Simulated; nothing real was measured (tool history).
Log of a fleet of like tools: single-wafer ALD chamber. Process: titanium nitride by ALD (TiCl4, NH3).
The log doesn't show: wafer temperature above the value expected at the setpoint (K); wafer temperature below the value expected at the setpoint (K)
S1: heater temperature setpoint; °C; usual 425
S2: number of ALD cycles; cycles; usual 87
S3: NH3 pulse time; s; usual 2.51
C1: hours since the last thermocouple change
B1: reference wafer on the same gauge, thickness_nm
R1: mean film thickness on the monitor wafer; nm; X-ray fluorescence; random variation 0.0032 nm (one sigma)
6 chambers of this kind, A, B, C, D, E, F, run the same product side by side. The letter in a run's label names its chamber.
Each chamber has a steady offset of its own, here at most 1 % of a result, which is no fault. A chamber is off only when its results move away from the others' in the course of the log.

run,day,S1,S2,S3,C1,B1,R1
1F,0.238,425,87,2.51,713.7,2.0203,1.9560
2B,0.479,425,87,2.51,1017.2,2.0194,1.9292
3E,0.779,425,87,2.51,2677.7,2.0189,1.9491
4D,1.183,425,87,2.51,972.1,2.0182,1.9479
5C,1.371,425,87,2.51,1061.7,2.0175,1.9497
6A,1.592,425,87,2.51,570.1,2.0181,1.9571
7E,1.962,413,87,2.13,2706.1,2.0175,1.9342
8B,2.358,413,87,2.13,1062.3,2.0178,1.9258
9F,2.612,413,87,2.13,770.7,2.0174,1.9368
10D,2.921,413,87,2.13,1013.8,2.0171,1.9293
11C,3.171,413,87,2.13,1104.9,2.0166,1.9371
# day 3.288: chamber E: thermocouple changed; heater temperature recalibrated
12A,3.508,413,87,2.13,616.1,2.0160,1.9417
13D,3.738,425,87,2.51,1033.4,2.0155,1.9449
14A,4.067,425,87,2.51,629.5,2.0153,1.9534
15E,4.275,425,87,2.51,23.8,2.0148,1.9497
16B,4.679,425,87,2.51,1118.0,2.0143,1.9325
17C,5.029,412,87,2.91,1149.5,2.0144,1.9458
18F,5.317,412,87,2.91,835.6,2.0136,1.9488
19F,5.592,412,87,2.91,842.2,2.0136,1.9588
20B,5.917,412,87,2.91,1147.7,2.0131,1.9275
21E,6.288,412,87,2.91,72.1,2.0120,1.9461
22C,6.508,412,87,2.91,1185.0,2.0126,1.9446
23A,6.829,425,87,2.51,695.8,2.0124,1.9549
24D,7.179,425,87,2.51,1116.0,2.0112,1.9406
25A,7.504,425,87,2.51,712.0,2.0110,1.9540
26B,7.812,425,87,2.51,1193.2,2.0109,1.9249
27F,8.021,425,87,2.51,900.5,2.0100,1.9477
28E,8.200,425,87,2.51,118.0,2.0108,1.9450
29C,8.604,425,87,2.51,1235.3,2.0099,1.9426
30D,8.883,425,87,2.51,1156.9,2.0093,1.9399
31F,9.233,425,87,2.51,929.6,2.0103,1.9493
32E,9.438,425,87,2.51,147.7,2.0091,1.9449
33B,9.779,425,87,1.61,1240.4,2.0091,1.9064
34A,9.979,425,87,1.61,771.4,2.0083,1.9234
35C,10.354,425,87,1.61,1277.3,2.0077,1.9158
36D,10.642,425,87,1.61,1199.1,2.0079,1.9039
37F,10.979,425,87,1.61,971.5,2.0071,1.9241
38E,11.212,425,87,1.61,190.3,2.0061,1.9155
# day 11.450: chamber A: thermocouple changed; heater temperature recalibrated
39A,11.608,425,87,2.51,3.8,2.0071,1.9450

What goes on in this fleet: one chamber off, a drifting gauge, or nothing beyond the chambers' own small offsets? Name the chamber and the cause, if any.

The gauge drifts, so all chambers seem to drift together. No chamber is off.
Cause: gauge reads low (%) = 0.679.
